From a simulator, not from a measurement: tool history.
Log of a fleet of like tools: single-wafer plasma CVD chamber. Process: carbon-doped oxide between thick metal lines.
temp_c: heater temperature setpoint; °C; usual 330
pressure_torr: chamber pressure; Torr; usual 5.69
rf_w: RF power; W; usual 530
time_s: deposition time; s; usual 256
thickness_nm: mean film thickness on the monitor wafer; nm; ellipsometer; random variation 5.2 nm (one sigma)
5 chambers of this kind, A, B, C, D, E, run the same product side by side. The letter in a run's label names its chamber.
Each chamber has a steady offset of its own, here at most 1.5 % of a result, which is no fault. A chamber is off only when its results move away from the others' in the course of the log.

run,hour,temp_c,pressure_torr,rf_w,time_s,hours since the last thermocouple change,hours since the last RF generator calibration,hours since the last manometer calibration,"read-back reference wafer on the same gauge, thickness_nm",thickness_nm
1D,7.9,330,5.69,530,256,1482.7,895.2,958.7,1270.0,1438.5
2C,13.6,330,5.69,530,256,2319.4,288.6,938.6,1268.9,1415.8
3B,17.8,330,5.69,530,256,771.7,37.8,776.9,1270.3,1430.4
4A,23.2,330,5.69,530,256,2118.9,1351.9,1850.4,1269.3,1440.4
5E,28.3,330,5.69,530,256,1789.1,1791.8,1168.3,1270.3,1452.2
6C,34.0,330,5.69,530,256,2339.8,309.0,959.0,1270.3,1424.5
7D,38.1,330,5.69,530,256,1512.9,925.4,988.9,1269.7,1448.6
8A,45.6,330,5.69,530,256,2141.3,1374.3,1872.8,1269.6,1428.5
9E,50.9,330,5.69,530,256,1811.7,1814.4,1190.9,1270.1,1446.5
10B,55.0,330,5.69,530,256,808.9,75.0,814.1,1269.6,1443.0
# hour 58.8: chamber D: capacitance manometer re-zeroed and calibrated
11D,62.0,330,5.69,530,256,1536.8,949.3,3.3,1271.1,1441.5
12C,66.3,330,5.69,530,256,2372.1,341.3,991.3,1271.1,1413.0
13A,73.1,330,5.69,530,256,2168.8,1401.8,1900.3,1270.7,1429.6
14E,77.5,330,5.69,530,256,1838.3,1841.0,1217.5,1270.6,1444.5
15B,84.8,330,5.69,530,256,838.7,104.8,843.9,1269.3,1439.9
16E,90.2,330,5.69,530,256,1851.0,1853.7,1230.2,1269.9,1450.5
17C,96.1,330,5.69,530,256,2401.9,371.1,1021.1,1269.4,1396.6
18D,103.8,330,5.69,530,256,1578.6,991.1,45.1,1269.1,1439.0
19A,110.8,330,5.69,530,256,2206.5,1439.5,1938.0,1269.8,1436.7
20B,118.8,330,5.69,530,256,872.7,138.8,877.9,1270.3,1442.2
21A,126.0,330,5.69,530,256,2221.7,1454.7,1953.2,1269.8,1434.2
22C,132.9,330,6.59,530,256,2438.7,407.9,1057.9,1270.3,1409.9
23B,137.6,330,6.59,530,256,891.5,157.6,896.7,1270.5,1467.2
24D,144.7,330,6.59,530,256,1619.5,1032.0,86.0,1270.1,1466.1
25E,150.5,330,6.59,530,256,1911.3,1914.0,1290.5,1270.5,1468.9
# hour 153.9: chamber A: RF generator calibrated
26A,157.1,330,6.59,530,256,2252.8,3.3,1984.3,1270.9,1456.3
27D,162.2,330,5.69,530,256,1637.0,1049.5,103.5,1270.1,1442.1
28E,166.7,330,5.69,530,256,1927.5,1930.2,1306.7,1270.8,1447.8
29B,171.7,330,5.69,530,256,925.6,191.7,930.8,1270.7,1438.1
30C,176.7,330,5.69,530,256,2482.5,451.7,1101.7,1270.1,1375.2
31D,180.9,330,5.69,530,256,1655.7,1068.2,122.2,1269.6,1443.8
32E,187.2,330,5.69,530,256,1948.0,1950.7,1327.2,1269.0,1435.7
33A,190.9,330,5.69,530,256,2286.6,37.1,2018.1,1268.7,1431.5
34B,195.2,330,5.69,530,256,949.1,215.2,954.3,1270.4,1445.7

What goes on in this fleet: one chamber off, a drifting gauge, or nothing beyond the chambers' own small offsets? Name the chamber and the cause, if any.

Chamber C drifts away from the others.
Cause: delivered RF power below the setpoint (%) = 6.8.

Here are 4 candidates for chamber C's next run, each the usual settings with a change, their results left as question marks. Which one brings its results back in line with what the others give on the usual settings?
In line means no further than this from the other chambers' mean on the usual settings: thickness_nm 18.0 nm
35C-1,201.0,330,5.69,460,256,,,,,?
35C-2,201.0,350,5.69,530,256,,,,,?
35C-3,201.0,329,5.73,545,266,,,,,?
35C-4,201.0,330,5.77,555,274,,,,,?

The other chambers' mean on the usual settings: thickness_nm 1440.8 nm
run,thickness_nm
35C-1,1234.8
35C-2,1287.2
35C-3,1446.8
35C-4,1503.8
35C-3 brings the chamber back in line.

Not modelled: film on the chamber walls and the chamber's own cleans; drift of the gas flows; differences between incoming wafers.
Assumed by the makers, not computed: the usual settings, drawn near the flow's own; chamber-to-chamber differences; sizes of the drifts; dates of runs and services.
